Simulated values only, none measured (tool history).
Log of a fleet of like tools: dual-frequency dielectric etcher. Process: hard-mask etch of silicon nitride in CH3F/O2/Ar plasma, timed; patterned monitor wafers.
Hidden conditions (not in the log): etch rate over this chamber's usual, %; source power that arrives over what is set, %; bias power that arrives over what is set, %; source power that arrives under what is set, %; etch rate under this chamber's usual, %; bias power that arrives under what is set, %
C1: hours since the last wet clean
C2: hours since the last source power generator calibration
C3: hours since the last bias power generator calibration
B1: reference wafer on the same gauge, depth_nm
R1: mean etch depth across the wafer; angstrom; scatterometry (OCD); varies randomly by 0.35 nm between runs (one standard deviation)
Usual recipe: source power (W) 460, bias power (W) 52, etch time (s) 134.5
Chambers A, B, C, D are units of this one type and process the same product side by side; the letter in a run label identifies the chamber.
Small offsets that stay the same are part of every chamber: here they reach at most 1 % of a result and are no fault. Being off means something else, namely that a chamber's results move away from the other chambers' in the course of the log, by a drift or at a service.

run 1C hour=6.7 | source_power_(W)=460 bias_power_(W)=52 etch_time_(s)=134.5 | C1=386.2 C2=1128.4 C3=3096.2 | B1=85.008 | R1=897.27
run 2D hour=13.3 | source_power_(W)=460 bias_power_(W)=52 etch_time_(s)=134.5 | C1=374.5 C2=315.9 C3=571.5 | B1=84.979 | R1=902.4
run 3B hour=19.1 | source_power_(W)=460 bias_power_(W)=52 etch_time_(s)=134.5 | C1=702.2 C2=2641.9 C3=1262.1 | B1=84.913 | R1=895.14
run 4A hour=25.6 | source_power_(W)=460 bias_power_(W)=52 etch_time_(s)=134.5 | C1=294.8 C2=2060 C3=1714.6 | B1=85.027 | R1=895.25
run 5A hour=31.1 | source_power_(W)=460 bias_power_(W)=52 etch_time_(s)=134.5 | C1=300.3 C2=2065.5 C3=1720.1 | B1=85.044 | R1=894.99
run 6D hour=39.7 | source_power_(W)=460 bias_power_(W)=52 etch_time_(s)=134.5 | C1=400.9 C2=342.3 C3=597.9 | B1=85.138 | R1=889.52
run 7B hour=44.5 | source_power_(W)=460 bias_power_(W)=52 etch_time_(s)=134.5 | C1=727.6 C2=2667.3 C3=1287.5 | B1=84.981 | R1=896.03
-- hour=45.7 chamber B: wet clean of the chamber
run 8C hour=52.4 | source_power_(W)=460 bias_power_(W)=52 etch_time_(s)=149 | C1=431.9 C2=1174.1 C3=3141.9 | B1=84.97 | R1=989.91
run 9A hour=56.7 | source_power_(W)=460 bias_power_(W)=52 etch_time_(s)=149 | C1=325.9 C2=2091.1 C3=1745.7 | B1=85.09 | R1=990.07
run 10B hour=62.7 | source_power_(W)=460 bias_power_(W)=52 etch_time_(s)=149 | C1=17.1 C2=2685.5 C3=1305.7 | B1=84.966 | R1=994.8
run 11C hour=72.2 | source_power_(W)=460 bias_power_(W)=52 etch_time_(s)=149 | C1=451.7 C2=1193.9 C3=3161.7 | B1=84.972 | R1=984.08
run 12D hour=81.5 | source_power_(W)=460 bias_power_(W)=41 etch_time_(s)=134.5 | C1=442.7 C2=384.1 C3=639.7 | B1=84.955 | R1=838.45
run 13D hour=88.1 | source_power_(W)=460 bias_power_(W)=41 etch_time_(s)=134.5 | C1=449.3 C2=390.7 C3=646.3 | B1=85.026 | R1=834.44
run 14C hour=97.3 | source_power_(W)=460 bias_power_(W)=41 etch_time_(s)=134.5 | C1=476.8 C2=1219 C3=3186.8 | B1=84.977 | R1=832.35
run 15B hour=103.8 | source_power_(W)=460 bias_power_(W)=41 etch_time_(s)=134.5 | C1=58.2 C2=2726.6 C3=1346.8 | B1=84.982 | R1=832.85
run 16A hour=110.7 | source_power_(W)=460 bias_power_(W)=52 etch_time_(s)=134.5 | C1=379.9 C2=2145.1 C3=1799.7 | B1=84.957 | R1=886.47
run 17D hour=120.1 | source_power_(W)=460 bias_power_(W)=60 etch_time_(s)=118 | C1=481.3 C2=422.7 C3=678.3 | B1=85.053 | R1=817.76
run 18C hour=128 | source_power_(W)=460 bias_power_(W)=60 etch_time_(s)=118 | C1=507.5 C2=1249.7 C3=3217.5 | B1=85.041 | R1=824.54
run 19A hour=135.3 | source_power_(W)=460 bias_power_(W)=60 etch_time_(s)=118 | C1=404.5 C2=2169.7 C3=1824.3 | B1=84.99 | R1=821.02
run 20B hour=144.9 | source_power_(W)=460 bias_power_(W)=60 etch_time_(s)=118 | C1=99.3 C2=2767.7 C3=1387.9 | B1=84.946 | R1=814.72
run 21A hour=151.2 | source_power_(W)=460 bias_power_(W)=52 etch_time_(s)=134.5 | C1=420.4 C2=2185.6 C3=1840.2 | B1=84.975 | R1=888.23
run 22C hour=160.4 | source_power_(W)=460 bias_power_(W)=52 etch_time_(s)=134.5 | C1=539.9 C2=1282.1 C3=3249.9 | B1=85.064 | R1=893.76
run 23B hour=165.4 | source_power_(W)=460 bias_power_(W)=52 etch_time_(s)=134.5 | C1=119.8 C2=2788.2 C3=1408.4 | B1=84.972 | R1=888.41
run 24D hour=174.9 | source_power_(W)=520 bias_power_(W)=52 etch_time_(s)=113.5 | C1=536.1 C2=477.5 C3=733.1 | B1=85.039 | R1=796.64
run 25D hour=183.3 | source_power_(W)=520 bias_power_(W)=52 etch_time_(s)=113.5 | C1=544.5 C2=485.9 C3=741.5 | B1=85.065 | R1=795.23
-- hour=188 chamber C: wet clean of the chamber
run 26C hour=188.7 | source_power_(W)=520 bias_power_(W)=52 etch_time_(s)=113.5 | C1=0.8 C2=1310.4 C3=3278.2 | B1=84.935 | R1=752.15
run 27A hour=197.6 | source_power_(W)=520 bias_power_(W)=52 etch_time_(s)=113.5 | C1=466.8 C2=2232 C3=1886.6 | B1=84.962 | R1=787.42
run 28B hour=202.9 | source_power_(W)=460 bias_power_(W)=64 etch_time_(s)=169.5 | C1=157.3 C2=2825.7 C3=1445.9 | B1=84.977 | R1=1205.7
run 29A hour=212.5 | source_power_(W)=460 bias_power_(W)=64 etch_time_(s)=169.5 | C1=481.7 C2=2246.9 C3=1901.5 | B1=85.015 | R1=1193.9
run 30B hour=221 | source_power_(W)=460 bias_power_(W)=64 etch_time_(s)=169.5 | C1=175.4 C2=2843.8 C3=1464 | B1=84.928 | R1=1203.3
-- hour=222.7 chamber C: source power generator calibrated
run 31C hour=230.3 | source_power_(W)=460 bias_power_(W)=64 etch_time_(s)=169.5 | C1=42.4 C2=7.7 C3=3319.8 | B1=84.994 | R1=1149.6
-- hour=230.6 chamber A: wet clean of the chamber
run 32D hour=238.4 | source_power_(W)=460 bias_power_(W)=52 etch_time_(s)=134.5 | C1=599.6 C2=541 C3=796.6 | B1=85.042 | R1=905.23
run 33C hour=244.4 | source_power_(W)=460 bias_power_(W)=57 etch_time_(s)=134.5 | C1=56.5 C2=21.8 C3=3333.9 | B1=84.971 | R1=877.8
run 34B hour=249.7 | source_power_(W)=460 bias_power_(W)=57 etch_time_(s)=134.5 | C1=204.1 C2=2872.5 C3=1492.7 | B1=84.98 | R1=920.72
run 35A hour=255.4 | source_power_(W)=460 bias_power_(W)=57 etch_time_(s)=134.5 | C1=24.8 C2=2289.8 C3=1944.4 | B1=84.984 | R1=916.4
run 36D hour=263.2 | source_power_(W)=460 bias_power_(W)=57 etch_time_(s)=134.5 | C1=624.4 C2=565.8 C3=821.4 | B1=85.08 | R1=926.14
run 37B hour=269.4 | source_power_(W)=460 bias_power_(W)=52 etch_time_(s)=134.5 | C1=223.8 C2=2892.2 C3=1512.4 | B1=84.978 | R1=893.83
run 38C hour=275 | source_power_(W)=460 bias_power_(W)=52 etch_time_(s)=134.5 | C1=87.1 C2=52.4 C3=3364.5 | B1=85.046 | R1=844.26
run 39D hour=283.9 | source_power_(W)=460 bias_power_(W)=52 etch_time_(s)=134.5 | C1=645.1 C2=586.5 C3=842.1 | B1=85.005 | R1=900.8
run 40A hour=289.7 | source_power_(W)=460 bias_power_(W)=44 etch_time_(s)=134.5 | C1=59.1 C2=2324.1 C3=1978.7 | B1=85.033 | R1=849.44
-- hour=298.9 chamber D: wet clean of the chamber
run 41B hour=299.3 | source_power_(W)=460 bias_power_(W)=44 etch_time_(s)=134.5 | C1=253.7 C2=2922.1 C3=1542.3 | B1=85.06 | R1=847.39
run 42C hour=307.2 | source_power_(W)=460 bias_power_(W)=44 etch_time_(s)=134.5 | C1=119.3 C2=84.6 C3=3396.7 | B1=84.948 | R1=806.68
run 43A hour=313.8 | source_power_(W)=460 bias_power_(W)=44 etch_time_(s)=134.5 | C1=83.2 C2=2348.2 C3=2002.8 | B1=84.955 | R1=847.49
run 44D hour=321.4 | source_power_(W)=460 bias_power_(W)=52 etch_time_(s)=134.5 | C1=22.5 C2=624 C3=879.6 | B1=84.913 | R1=897.97

All 4 chambers run these settings next. Forecast each chamber's results:
run 45A hour=328.5 | source_power_(W)=460 bias_power_(W)=52 etch_time_(s)=96.5 | R1=?
run 45B hour=328.5 | source_power_(W)=460 bias_power_(W)=52 etch_time_(s)=96.5 | R1=?
run 45C hour=328.5 | source_power_(W)=460 bias_power_(W)=52 etch_time_(s)=96.5 | R1=?
run 45D hour=328.5 | source_power_(W)=460 bias_power_(W)=52 etch_time_(s)=96.5 | R1=?

run=45A R1=640.11
run=45B R1=643.09
run=45C R1=611.83
run=45D R1=643.9
